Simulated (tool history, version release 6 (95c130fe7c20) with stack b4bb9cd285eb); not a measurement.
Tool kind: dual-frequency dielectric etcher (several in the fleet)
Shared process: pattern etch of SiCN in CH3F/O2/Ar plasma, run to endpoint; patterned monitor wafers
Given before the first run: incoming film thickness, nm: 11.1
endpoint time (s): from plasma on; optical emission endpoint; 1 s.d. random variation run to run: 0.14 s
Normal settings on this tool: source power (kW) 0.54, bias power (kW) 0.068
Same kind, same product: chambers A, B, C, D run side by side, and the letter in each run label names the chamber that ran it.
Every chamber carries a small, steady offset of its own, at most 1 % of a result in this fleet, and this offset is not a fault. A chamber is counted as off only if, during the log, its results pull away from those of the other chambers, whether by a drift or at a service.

run,day,source power (kW),bias power (kW),hours since the last wet clean,hours since the last source power generator calibration,hours since the last bias power generator calibration,endpoint time (s)
1D,0.362,0.54,0.068,91.5,1159,1857.8,27.134
2C,0.754,0.54,0.068,469.2,89.2,1415.3,26.731
3A,1.183,0.54,0.068,152.7,2693.5,185.2,27.376
4B,1.517,0.54,0.068,445.1,2269,85.3,26.785
5C,1.812,0.54,0.068,494.6,114.6,1440.7,27.025
6D,2.175,0.54,0.068,135,1202.5,1901.3,27.062
7B,2.492,0.54,0.068,468.5,2292.4,108.7,26.815
8A,2.812,0.54,0.068,191.8,2732.6,224.3,27.352
9C,3.162,0.54,0.068,527,147,1473.1,27.136
# day 3.462: chamber C: wet clean of the chamber
10A,3.592,0.54,0.068,210.5,2751.3,243,27.141
11B,3.971,0.54,0.068,504,2327.9,144.2,27.046
12D,4.371,0.54,0.068,187.7,1255.2,1954,27.122
13B,4.658,0.42,0.052,520.5,2344.4,160.7,32.915
14D,5.046,0.42,0.052,203.9,1271.4,1970.2,32.016
15A,5.338,0.42,0.052,252.4,2793.2,284.9,32.685
16C,5.642,0.42,0.052,52.3,206.5,1532.6,32.21
17C,5.979,0.54,0.068,60.4,214.6,1540.7,27.071
18A,6.254,0.54,0.068,274.4,2815.2,306.9,27.126
19D,6.496,0.54,0.068,238.7,1306.2,2005,26.68
20B,6.838,0.54,0.068,572.8,2396.7,213,27.023
21B,7.271,0.54,0.068,583.2,2407.1,223.4,26.924
22C,7.754,0.54,0.059,103,257.2,1583.3,28.229
23D,8.017,0.54,0.059,275.2,1342.7,2041.5,27.967
24A,8.438,0.54,0.059,326.8,2867.6,359.3,28.569
25A,8.675,0.54,0.059,332.5,2873.3,365,28.637
26C,9.025,0.54,0.068,133.5,287.7,1613.8,26.811
27B,9.454,0.54,0.068,635.6,2459.5,275.8,26.738
28D,9.912,0.54,0.068,320.7,1388.2,2087,26.191
29B,10.396,0.54,0.068,658.2,2482.1,298.4,27.066
30A,10.846,0.54,0.068,384.6,2925.4,417.1,27.064
31D,11.079,0.54,0.068,348.7,1416.2,2115,26.087
32C,11.408,0.54,0.068,190.7,344.9,1671,26.919
# day 11.646: chamber B: wet clean of the chamber
33A,11.804,0.54,0.068,407.6,2948.4,440.1,27.618
34D,12.142,0.54,0.068,374.2,1441.7,2140.5,26.125
35C,12.429,0.54,0.068,215.2,369.4,1695.5,27.054
36B,12.754,0.54,0.068,26.7,2538.7,355,27.008
37A,13.008,0.54,0.068,436.5,2977.3,469,27.181
38D,13.288,0.54,0.068,401.7,1469.2,2168,26.066
39C,13.775,0.54,0.068,247.5,401.7,1727.8,26.942
40B,13.996,0.54,0.068,56.5,2568.5,384.8,27.024
# day 14.35: chamber A: source power generator calibrated
41D,14.446,0.54,0.068,429.5,1497,2195.8,25.839
42A,14.733,0.54,0.068,477.9,9.3,510.4,27.322
43B,15.096,0.54,0.068,82.9,2594.9,411.2,27.135

Predict what each chamber gives when all 4 of them run the settings below next.
44A,15.446,0.54,0.068,,,,?
44B,15.446,0.54,0.068,,,,?
44C,15.446,0.54,0.068,,,,?
44D,15.446,0.54,0.068,,,,?

run,endpoint time (s)
44A,27.106
44B,27.021
44C,26.832
44D,26.111

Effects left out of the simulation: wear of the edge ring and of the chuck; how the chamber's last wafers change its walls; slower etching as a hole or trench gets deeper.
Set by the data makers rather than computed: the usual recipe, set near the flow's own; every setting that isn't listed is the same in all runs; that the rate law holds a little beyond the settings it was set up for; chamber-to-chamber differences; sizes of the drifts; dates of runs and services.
